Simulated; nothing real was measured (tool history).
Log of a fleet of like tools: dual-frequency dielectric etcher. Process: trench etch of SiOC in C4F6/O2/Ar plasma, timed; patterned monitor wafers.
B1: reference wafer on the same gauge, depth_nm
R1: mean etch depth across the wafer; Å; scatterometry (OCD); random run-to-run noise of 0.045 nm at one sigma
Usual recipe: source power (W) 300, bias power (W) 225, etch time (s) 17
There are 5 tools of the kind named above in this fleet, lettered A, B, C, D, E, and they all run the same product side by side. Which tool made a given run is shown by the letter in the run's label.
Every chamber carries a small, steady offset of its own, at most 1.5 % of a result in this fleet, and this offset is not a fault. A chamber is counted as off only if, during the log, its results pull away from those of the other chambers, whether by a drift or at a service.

{"run": "1A", "hour": 12.0, "source power (W)": 300, "bias power (W)": 225, "etch time (s)": 17, "B1": 39.803, "R1": 337.73}
{"run": "2B", "hour": 23.6, "source power (W)": 300, "bias power (W)": 225, "etch time (s)": 17, "B1": 39.797, "R1": 339.01}
{"run": "3D", "hour": 35.3, "source power (W)": 300, "bias power (W)": 225, "etch time (s)": 17, "B1": 39.769, "R1": 342.2}
{"run": "4C", "hour": 48.3, "source power (W)": 300, "bias power (W)": 225, "etch time (s)": 17, "B1": 39.778, "R1": 339.93}
{"run": "5E", "hour": 59.5, "source power (W)": 300, "bias power (W)": 225, "etch time (s)": 17, "B1": 39.763, "R1": 335.3}
{"run": "6D", "hour": 65.4, "source power (W)": 300, "bias power (W)": 225, "etch time (s)": 17, "B1": 39.773, "R1": 342.11}
{"run": "7C", "hour": 78.7, "source power (W)": 300, "bias power (W)": 225, "etch time (s)": 17, "B1": 39.745, "R1": 340.26}
{"run": "8B", "hour": 90.5, "source power (W)": 300, "bias power (W)": 225, "etch time (s)": 17, "B1": 39.735, "R1": 338.31}
{"run": "9E", "hour": 101.0, "source power (W)": 300, "bias power (W)": 225, "etch time (s)": 17, "B1": 39.736, "R1": 336.17}
{"run": "10A", "hour": 111.9, "source power (W)": 300, "bias power (W)": 225, "etch time (s)": 17, "B1": 39.735, "R1": 337.28}
{"run": "11E", "hour": 123.2, "source power (W)": 300, "bias power (W)": 225, "etch time (s)": 17, "B1": 39.726, "R1": 335.94}
{"run": "12A", "hour": 133.4, "source power (W)": 300, "bias power (W)": 225, "etch time (s)": 17, "B1": 39.726, "R1": 338.14}
{"hour": 139.3, "done": "chamber D: source power generator calibrated"}
{"run": "13D", "hour": 139.4, "source power (W)": 300, "bias power (W)": 225, "etch time (s)": 17, "B1": 39.723, "R1": 341.13}
{"run": "14C", "hour": 146.1, "source power (W)": 300, "bias power (W)": 180, "etch time (s)": 17, "B1": 39.715, "R1": 314.79}
{"hour": 146.3, "done": "chamber A: wet clean of the chamber"}
{"run": "15B", "hour": 158.3, "source power (W)": 300, "bias power (W)": 180, "etch time (s)": 17, "B1": 39.708, "R1": 313.28}
{"run": "16B", "hour": 168.9, "source power (W)": 300, "bias power (W)": 180, "etch time (s)": 17, "B1": 39.686, "R1": 312.51}
{"run": "17E", "hour": 175.2, "source power (W)": 300, "bias power (W)": 180, "etch time (s)": 17, "B1": 39.71, "R1": 311.22}
{"run": "18A", "hour": 184.9, "source power (W)": 300, "bias power (W)": 180, "etch time (s)": 17, "B1": 39.685, "R1": 313.46}
{"run": "19D", "hour": 195.9, "source power (W)": 250, "bias power (W)": 225, "etch time (s)": 15.5, "B1": 39.692, "R1": 290.92}
{"run": "20C", "hour": 203.5, "source power (W)": 250, "bias power (W)": 225, "etch time (s)": 15.5, "B1": 39.684, "R1": 287.52}
{"run": "21B", "hour": 212.1, "source power (W)": 250, "bias power (W)": 225, "etch time (s)": 15.5, "B1": 39.68, "R1": 286.86}
{"run": "22C", "hour": 223.5, "source power (W)": 250, "bias power (W)": 225, "etch time (s)": 15.5, "B1": 39.69, "R1": 288.14}
{"run": "23A", "hour": 237.0, "source power (W)": 250, "bias power (W)": 225, "etch time (s)": 15.5, "B1": 39.678, "R1": 286.41}
{"run": "24E", "hour": 244.5, "source power (W)": 300, "bias power (W)": 225, "etch time (s)": 17, "B1": 39.663, "R1": 334.63}
{"run": "25D", "hour": 253.7, "source power (W)": 300, "bias power (W)": 225, "etch time (s)": 17, "B1": 39.668, "R1": 341.35}
{"hour": 256.2, "done": "chamber E: wet clean of the chamber"}
{"run": "26B", "hour": 262.5, "source power (W)": 300, "bias power (W)": 225, "etch time (s)": 17, "B1": 39.656, "R1": 337.44}
{"run": "27C", "hour": 273.9, "source power (W)": 300, "bias power (W)": 225, "etch time (s)": 17, "B1": 39.657, "R1": 338.79}
{"run": "28D", "hour": 287.3, "source power (W)": 300, "bias power (W)": 225, "etch time (s)": 17, "B1": 39.643, "R1": 341.38}
{"run": "29A", "hour": 293.9, "source power (W)": 300, "bias power (W)": 225, "etch time (s)": 17, "B1": 39.643, "R1": 336.89}
{"run": "30E", "hour": 301.9, "source power (W)": 340, "bias power (W)": 270, "etch time (s)": 17, "B1": 39.615, "R1": 374.34}
{"hour": 309.2, "done": "chamber B: wet clean of the chamber"}
{"hour": 313.0, "done": "chamber C: wet clean of the chamber"}
{"run": "31A", "hour": 314.2, "source power (W)": 340, "bias power (W)": 270, "etch time (s)": 17, "B1": 39.625, "R1": 375.25}
{"run": "32E", "hour": 324.9, "source power (W)": 340, "bias power (W)": 270, "etch time (s)": 17, "B1": 39.613, "R1": 373.45}
{"run": "33C", "hour": 333.1, "source power (W)": 340, "bias power (W)": 270, "etch time (s)": 17, "B1": 39.619, "R1": 377.5}
{"run": "34D", "hour": 339.0, "source power (W)": 340, "bias power (W)": 270, "etch time (s)": 17, "B1": 39.598, "R1": 379.39}
{"run": "35B", "hour": 349.8, "source power (W)": 300, "bias power (W)": 202, "etch time (s)": 15, "B1": 39.615, "R1": 286.24}
{"run": "36E", "hour": 356.6, "source power (W)": 300, "bias power (W)": 202, "etch time (s)": 15, "B1": 39.601, "R1": 284.93}
{"hour": 357.8, "done": "chamber D: wet clean of the chamber"}
{"run": "37D", "hour": 363.6, "source power (W)": 300, "bias power (W)": 202, "etch time (s)": 15, "B1": 39.595, "R1": 290.23}
{"run": "38A", "hour": 373.2, "source power (W)": 300, "bias power (W)": 202, "etch time (s)": 15, "B1": 39.598, "R1": 285.67}

For the next run the whole fleet of 5 chambers uses the same settings. Give each chamber's results:
{"run": "39A", "hour": 382.9, "source power (W)": 300, "bias power (W)": 225, "etch time (s)": 17, "R1": "?"}
{"run": "39B", "hour": 382.9, "source power (W)": 300, "bias power (W)": 225, "etch time (s)": 17, "R1": "?"}
{"run": "39C", "hour": 382.9, "source power (W)": 300, "bias power (W)": 225, "etch time (s)": 17, "R1": "?"}
{"run": "39D", "hour": 382.9, "source power (W)": 300, "bias power (W)": 225, "etch time (s)": 17, "R1": "?"}
{"run": "39E", "hour": 382.9, "source power (W)": 300, "bias power (W)": 225, "etch time (s)": 17, "R1": "?"}

run=39A R1=336.07
run=39B R1=337.17
run=39C R1=337.82
run=39D R1=340.43
run=39E R1=334.43

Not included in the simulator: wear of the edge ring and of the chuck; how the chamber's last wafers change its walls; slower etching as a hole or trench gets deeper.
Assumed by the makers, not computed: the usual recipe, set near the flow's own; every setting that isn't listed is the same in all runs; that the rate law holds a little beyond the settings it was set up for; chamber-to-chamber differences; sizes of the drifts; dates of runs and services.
